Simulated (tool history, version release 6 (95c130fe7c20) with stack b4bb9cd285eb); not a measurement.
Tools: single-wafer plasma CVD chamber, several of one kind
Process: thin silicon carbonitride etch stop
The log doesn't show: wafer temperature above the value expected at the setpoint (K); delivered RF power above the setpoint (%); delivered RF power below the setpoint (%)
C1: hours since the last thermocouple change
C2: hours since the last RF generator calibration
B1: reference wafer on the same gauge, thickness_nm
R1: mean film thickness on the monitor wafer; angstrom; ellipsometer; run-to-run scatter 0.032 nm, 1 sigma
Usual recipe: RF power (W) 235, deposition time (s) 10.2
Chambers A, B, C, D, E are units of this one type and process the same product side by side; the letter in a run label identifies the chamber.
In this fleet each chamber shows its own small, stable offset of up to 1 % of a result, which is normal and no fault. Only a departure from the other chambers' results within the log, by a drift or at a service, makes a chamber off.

{"run": "1A", "day": 0.175, "RF power (W)": 235, "deposition time (s)": 10.2, "C1": 1037, "C2": 1662.8, "B1": 5.6977, "R1": 60.859}
{"run": "2B", "day": 0.325, "RF power (W)": 235, "deposition time (s)": 10.2, "C1": 2385, "C2": 327.4, "B1": 5.6952, "R1": 60.574}
{"run": "3D", "day": 0.417, "RF power (W)": 235, "deposition time (s)": 10.2, "C1": 1426.2, "C2": 1310.7, "B1": 5.6927, "R1": 61.018}
{"run": "4E", "day": 0.562, "RF power (W)": 235, "deposition time (s)": 10.2, "C1": 297.2, "C2": 44.4, "B1": 5.6929, "R1": 60.939}
{"run": "5C", "day": 0.717, "RF power (W)": 235, "deposition time (s)": 10.2, "C1": 467.1, "C2": 2207.6, "B1": 5.6879, "R1": 61.041}
{"run": "6C", "day": 0.833, "RF power (W)": 235, "deposition time (s)": 10.2, "C1": 469.9, "C2": 2210.4, "B1": 5.6898, "R1": 61.2}
{"run": "7D", "day": 0.933, "RF power (W)": 200, "deposition time (s)": 8.3, "C1": 1438.6, "C2": 1323.1, "B1": 5.6905, "R1": 47.492}
{"run": "8B", "day": 1.083, "RF power (W)": 200, "deposition time (s)": 8.3, "C1": 2403.2, "C2": 345.6, "B1": 5.6867, "R1": 47.303}
{"run": "9E", "day": 1.25, "RF power (W)": 200, "deposition time (s)": 8.3, "C1": 313.7, "C2": 60.9, "B1": 5.6931, "R1": 46.709}
{"run": "10A", "day": 1.388, "RF power (W)": 200, "deposition time (s)": 8.3, "C1": 1066.1, "C2": 1691.9, "B1": 5.6902, "R1": 47.266}
{"run": "11C", "day": 1.504, "RF power (W)": 200, "deposition time (s)": 8.3, "C1": 486, "C2": 2226.5, "B1": 5.6944, "R1": 46.94}
{"run": "12E", "day": 1.675, "RF power (W)": 235, "deposition time (s)": 10.2, "C1": 323.9, "C2": 71.1, "B1": 5.6911, "R1": 60.6}
{"run": "13D", "day": 1.812, "RF power (W)": 235, "deposition time (s)": 10.2, "C1": 1459.7, "C2": 1344.2, "B1": 5.6907, "R1": 60.748}
{"run": "14B", "day": 1.917, "RF power (W)": 235, "deposition time (s)": 10.2, "C1": 2423.2, "C2": 365.6, "B1": 5.6981, "R1": 60.533}
{"run": "15A", "day": 2.092, "RF power (W)": 235, "deposition time (s)": 10.2, "C1": 1083, "C2": 1708.8, "B1": 5.7012, "R1": 60.754}
{"run": "16E", "day": 2.283, "RF power (W)": 235, "deposition time (s)": 10.2, "C1": 338.5, "C2": 85.7, "B1": 5.6881, "R1": 60.732}
{"run": "17C", "day": 2.4, "RF power (W)": 235, "deposition time (s)": 10.2, "C1": 507.5, "C2": 2248, "B1": 5.6877, "R1": 61.074}
{"run": "18A", "day": 2.6, "RF power (W)": 235, "deposition time (s)": 10.2, "C1": 1095.2, "C2": 1721, "B1": 5.6918, "R1": 60.146}
{"run": "19B", "day": 2.746, "RF power (W)": 215, "deposition time (s)": 10.2, "C1": 2443.1, "C2": 385.5, "B1": 5.6887, "R1": 59.163}
{"run": "20D", "day": 2.862, "RF power (W)": 215, "deposition time (s)": 10.2, "C1": 1484.9, "C2": 1369.4, "B1": 5.6937, "R1": 59.581}
{"run": "21B", "day": 3.004, "RF power (W)": 215, "deposition time (s)": 10.2, "C1": 2449.3, "C2": 391.7, "B1": 5.689, "R1": 59.143}
{"run": "22A", "day": 3.125, "RF power (W)": 215, "deposition time (s)": 10.2, "C1": 1107.8, "C2": 1733.6, "B1": 5.6841, "R1": 59.028}
{"run": "23E", "day": 3.262, "RF power (W)": 215, "deposition time (s)": 10.2, "C1": 362, "C2": 109.2, "B1": 5.6911, "R1": 59.37}
{"run": "24C", "day": 3.446, "RF power (W)": 235, "deposition time (s)": 10.2, "C1": 532.6, "C2": 2273.1, "B1": 5.6898, "R1": 61.202}
{"run": "25D", "day": 3.55, "RF power (W)": 235, "deposition time (s)": 10.2, "C1": 1501.4, "C2": 1385.9, "B1": 5.6879, "R1": 60.738}
{"run": "26C", "day": 3.667, "RF power (W)": 235, "deposition time (s)": 10.2, "C1": 537.9, "C2": 2278.4, "B1": 5.6959, "R1": 60.928}
{"run": "27D", "day": 3.8, "RF power (W)": 235, "deposition time (s)": 10.2, "C1": 1507.4, "C2": 1391.9, "B1": 5.6872, "R1": 61.101}
{"run": "28B", "day": 3.988, "RF power (W)": 235, "deposition time (s)": 10.2, "C1": 2472.9, "C2": 415.3, "B1": 5.6941, "R1": 60.429}
{"run": "29A", "day": 4.179, "RF power (W)": 235, "deposition time (s)": 10.2, "C1": 1133.1, "C2": 1758.9, "B1": 5.6929, "R1": 61.246}
{"run": "30E", "day": 4.321, "RF power (W)": 235, "deposition time (s)": 10.2, "C1": 387.4, "C2": 134.6, "B1": 5.6983, "R1": 60.111}
{"run": "31B", "day": 4.458, "RF power (W)": 235, "deposition time (s)": 10.2, "C1": 2484.2, "C2": 426.6, "B1": 5.6916, "R1": 60.478}
{"run": "32C", "day": 4.579, "RF power (W)": 235, "deposition time (s)": 10.2, "C1": 559.8, "C2": 2300.3, "B1": 5.6905, "R1": 60.728}
{"run": "33D", "day": 4.683, "RF power (W)": 235, "deposition time (s)": 10.2, "C1": 1528.6, "C2": 1413.1, "B1": 5.6948, "R1": 61.276}
{"run": "34E", "day": 4.867, "RF power (W)": 235, "deposition time (s)": 10.2, "C1": 400.5, "C2": 147.7, "B1": 5.6899, "R1": 60.672}
{"run": "35A", "day": 5.033, "RF power (W)": 235, "deposition time (s)": 10.2, "C1": 1153.6, "C2": 1779.4, "B1": 5.6827, "R1": 61.384}
{"run": "36D", "day": 5.233, "RF power (W)": 235, "deposition time (s)": 10.2, "C1": 1541.8, "C2": 1426.3, "B1": 5.6917, "R1": 61.521}
{"run": "37E", "day": 5.396, "RF power (W)": 220, "deposition time (s)": 10.2, "C1": 413.2, "C2": 160.4, "B1": 5.6821, "R1": 59.387}
{"run": "38C", "day": 5.588, "RF power (W)": 220, "deposition time (s)": 10.2, "C1": 584, "C2": 2324.5, "B1": 5.6877, "R1": 60.136}
{"run": "39B", "day": 5.783, "RF power (W)": 220, "deposition time (s)": 10.2, "C1": 2516, "C2": 458.4, "B1": 5.693, "R1": 59.871}
{"run": "40A", "day": 5.942, "RF power (W)": 220, "deposition time (s)": 10.2, "C1": 1175.4, "C2": 1801.2, "B1": 5.6828, "R1": 59.428}

For the next run the whole fleet of 5 chambers uses the same settings. Give each chamber's results:
{"run": "41A", "day": 6.088, "RF power (W)": 235, "deposition time (s)": 11.3, "R1": "?"}
{"run": "41B", "day": 6.088, "RF power (W)": 235, "deposition time (s)": 11.3, "R1": "?"}
{"run": "41C", "day": 6.088, "RF power (W)": 235, "deposition time (s)": 11.3, "R1": "?"}
{"run": "41D", "day": 6.088, "RF power (W)": 235, "deposition time (s)": 11.3, "R1": "?"}
{"run": "41E", "day": 6.088, "RF power (W)": 235, "deposition time (s)": 11.3, "R1": "?"}

run=41A R1=66.92
run=41B R1=66.945
run=41C R1=67.781
run=41D R1=67.705
run=41E R1=67.117

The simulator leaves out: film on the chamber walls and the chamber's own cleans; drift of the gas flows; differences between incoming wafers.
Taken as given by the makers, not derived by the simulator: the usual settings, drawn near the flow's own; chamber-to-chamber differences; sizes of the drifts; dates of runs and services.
